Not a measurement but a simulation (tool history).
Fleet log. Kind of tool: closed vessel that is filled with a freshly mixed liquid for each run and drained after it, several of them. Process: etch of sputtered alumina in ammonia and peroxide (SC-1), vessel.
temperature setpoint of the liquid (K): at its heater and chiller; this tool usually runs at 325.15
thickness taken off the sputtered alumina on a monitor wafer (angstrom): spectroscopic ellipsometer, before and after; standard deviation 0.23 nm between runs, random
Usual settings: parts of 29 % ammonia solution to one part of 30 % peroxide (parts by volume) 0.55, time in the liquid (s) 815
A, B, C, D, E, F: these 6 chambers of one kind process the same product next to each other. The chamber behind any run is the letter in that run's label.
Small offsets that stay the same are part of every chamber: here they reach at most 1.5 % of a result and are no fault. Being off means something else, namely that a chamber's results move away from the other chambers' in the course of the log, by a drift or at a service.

run	hour	temperature setpoint of the liquid (K)	parts of 29 % ammonia solution to one part of 30 % peroxide (parts by volume)	time in the liquid (s)	read-back film thickness of the sputtered alumina reference wafer, read on the same gauge (nm)	thickness taken off the sputtered alumina on a monitor wafer (angstrom)
1F	2.6	325.15	0.55	815	59.992	301.08
2B	5.4	325.15	0.55	815	59.995	301.08
3A	8.2	325.15	0.55	815	59.987	295.33
4E	12.1	325.15	0.55	815	59.997	291.78
5D	17	325.15	0.55	815	60.022	297.1
6C	20.4	325.15	0.55	815	60.013	297.51
# hour 23.2: chamber E: ammonia flow meter replaced
7D	24.5	319.15	0.55	1025	59.999	267.56
8B	27.5	319.15	0.55	1025	59.983	267.01
9C	32.1	319.15	0.55	1025	60.019	267.53
10A	34.7	319.15	0.55	1025	59.97	265.22
11E	39.5	319.15	0.55	1025	60.03	267.87
12F	43.4	319.15	0.55	1025	59.98	273.06
13A	46.3	325.15	0.75	1140	60.012	432.55
14E	48.5	325.15	0.75	1140	60.012	422.86
15F	52.1	325.15	0.75	1140	59.985	431.96
16D	54.9	325.15	0.75	1140	59.999	429.82
17C	57.8	325.15	0.75	1140	60.013	418.85
18B	62.7	325.15	0.75	1140	60.006	425.59
19C	65.2	325.15	0.55	815	60.004	298.11
20D	68.6	325.15	0.55	815	59.991	296.62
21A	73.3	325.15	0.55	815	59.978	298.3
22F	77.7	325.15	0.55	815	60.027	302.97
23E	82.7	325.15	0.55	815	59.997	296.74
24B	85.7	325.15	0.55	815	59.991	305.37
25D	88.2	325.15	0.55	815	59.993	297.63
# hour 89: chamber C: ammonia flow meter replaced
26A	93	325.15	0.55	815	59.986	294.64
27F	97.5	329.15	0.55	815	60.001	373.09
28C	101.7	329.15	0.55	815	60.009	363.28
29E	105.6	329.15	0.55	815	59.98	359.67
30B	110.2	329.15	0.55	815	60.004	387.32
31F	114.9	329.15	0.55	815	59.993	371.87
32C	119.6	329.15	0.55	815	59.984	366.93
33E	124.3	325.15	0.3	815	60.005	280.55
34D	126.6	325.15	0.3	815	60.016	279.02
35A	130.2	325.15	0.3	815	59.989	280.05
36B	134.6	325.15	0.3	815	60.003	303.52
37E	138.4	325.15	0.3	815	60.006	283.47
38A	142.8	325.15	0.3	815	60.008	280.3
39C	146.1	325.15	0.55	815	59.99	293.14

All 6 chambers run these settings next. Forecast each chamber's results:
40A	149.8	325.15	0.55	815		?
40B	149.8	325.15	0.55	815		?
40C	149.8	325.15	0.55	815		?
40D	149.8	325.15	0.55	815		?
40E	149.8	325.15	0.55	815		?
40F	149.8	325.15	0.55	815		?

run	thickness taken off the sputtered alumina on a monitor wafer (angstrom)
40A	295.04
40B	322.91
40C	296.58
40D	293.61
40E	291
40F	301.58
